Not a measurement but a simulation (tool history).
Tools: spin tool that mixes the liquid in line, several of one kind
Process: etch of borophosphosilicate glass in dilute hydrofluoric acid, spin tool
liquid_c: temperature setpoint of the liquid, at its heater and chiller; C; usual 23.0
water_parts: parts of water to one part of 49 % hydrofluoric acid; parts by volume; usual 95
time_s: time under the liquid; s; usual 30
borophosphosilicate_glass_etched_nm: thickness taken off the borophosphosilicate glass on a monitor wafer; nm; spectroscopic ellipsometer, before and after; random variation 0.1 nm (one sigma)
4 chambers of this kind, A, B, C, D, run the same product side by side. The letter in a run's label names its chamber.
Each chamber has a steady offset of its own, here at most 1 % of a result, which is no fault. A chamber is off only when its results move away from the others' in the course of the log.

run	day	liquid_c	water_parts	time_s	hours since the thermometer was replaced	hours since the hydrofluoric acid flow meter was replaced	read-back film thickness of the borophosphosilicate glass reference wafer, read on the same gauge (nm)	borophosphosilicate_glass_etched_nm
1A	0.479	23.0	95	30	395.2	169.8	110.00	14.4400
2B	0.938	23.0	95	30	298.0	40.5	109.99	14.5000
3D	1.442	23.0	95	30	931.8	2185.4	109.99	14.4150
4C	1.888	23.0	95	30	146.6	184.1	110.00	14.4880
5B	2.367	23.0	95	30	332.3	74.8	109.97	14.4960
6C	2.992	23.0	95	30	173.1	210.6	109.98	14.2070
7D	3.492	23.0	95	30	981.0	2234.6	109.99	14.3330
8A	4.038	23.0	95	30	480.6	255.2	109.99	14.4420
9B	4.396	23.0	95	30	381.0	123.5	109.98	14.4240
10D	4.779	23.0	95	30	1011.9	2265.5	109.97	14.5420
11C	5.342	23.0	95	30	229.5	267.0	109.99	14.4540
12A	5.700	23.0	95	30	520.5	295.1	110.01	14.3890
13D	6.379	23.0	95	30	1050.3	2303.9	110.02	14.5170
14C	6.808	23.0	95	30	264.7	302.2	109.98	14.4700
15B	7.362	23.0	95	30	452.2	194.7	109.98	14.5310
16A	7.950	23.0	65	30	574.5	349.1	110.02	21.8560
17C	8.600	23.0	65	30	307.7	345.2	110.03	22.1980
# day 8.833: chamber A: thermometer replaced
18B	9.125	23.0	65	30	494.5	237.0	109.97	21.8440
19D	9.750	23.0	65	30	1131.2	2384.8	110.00	21.8820
20A	10.425	23.0	95	30	38.2	408.5	110.00	14.5210
21D	10.942	23.0	95	20	1159.8	2413.4	110.01	9.7702
22A	11.500	23.0	95	20	64.0	434.3	110.02	9.6192
23B	11.800	23.0	95	20	558.7	301.2	109.97	9.6451
24C	12.462	23.0	95	20	400.4	437.9	110.00	9.6392
# day 12.904: chamber D: hydrofluoric acid flow meter replaced
25C	13.104	23.0	95	30	415.8	453.3	109.99	14.3860
26B	13.512	23.0	95	30	599.8	342.3	110.00	14.6650
27A	14.096	23.0	95	30	126.3	496.6	110.01	14.3290
28D	14.562	23.0	95	30	1246.7	39.9	110.00	14.4010
# day 15.000: chamber A: hydrofluoric acid flow meter replaced
29B	15.021	20.0	95	30	636.0	378.5	110.01	12.8950
30A	15.621	20.0	95	30	162.9	15.0	109.99	12.6720
31C	16.000	20.0	95	30	485.3	522.8	109.99	12.7460
32D	16.521	20.0	95	30	1293.7	86.9	109.95	12.9170
33D	17.092	23.0	95	30	1307.4	100.6	110.04	14.5020
34A	17.500	23.0	95	30	208.0	60.1	110.00	14.5160
35C	18.029	23.0	95	30	534.0	571.5	110.02	14.3400
# day 18.612: chamber B: hydrofluoric acid flow meter replaced
36B	18.704	23.0	95	30	724.4	2.2	110.00	14.5080
37B	19.025	23.0	95	30	732.1	9.9	109.99	14.4340
38A	19.625	18.5	95	20	259.0	111.1	109.99	8.0885
39C	20.058	18.5	95	20	582.7	620.2	110.01	8.0322

Is one chamber off against the others, does the gauge drift, or is nothing wrong? If a chamber is off, say which, and what the likeliest cause is.

No chamber stands off beyond its own small offset, and the gauge holds steady.
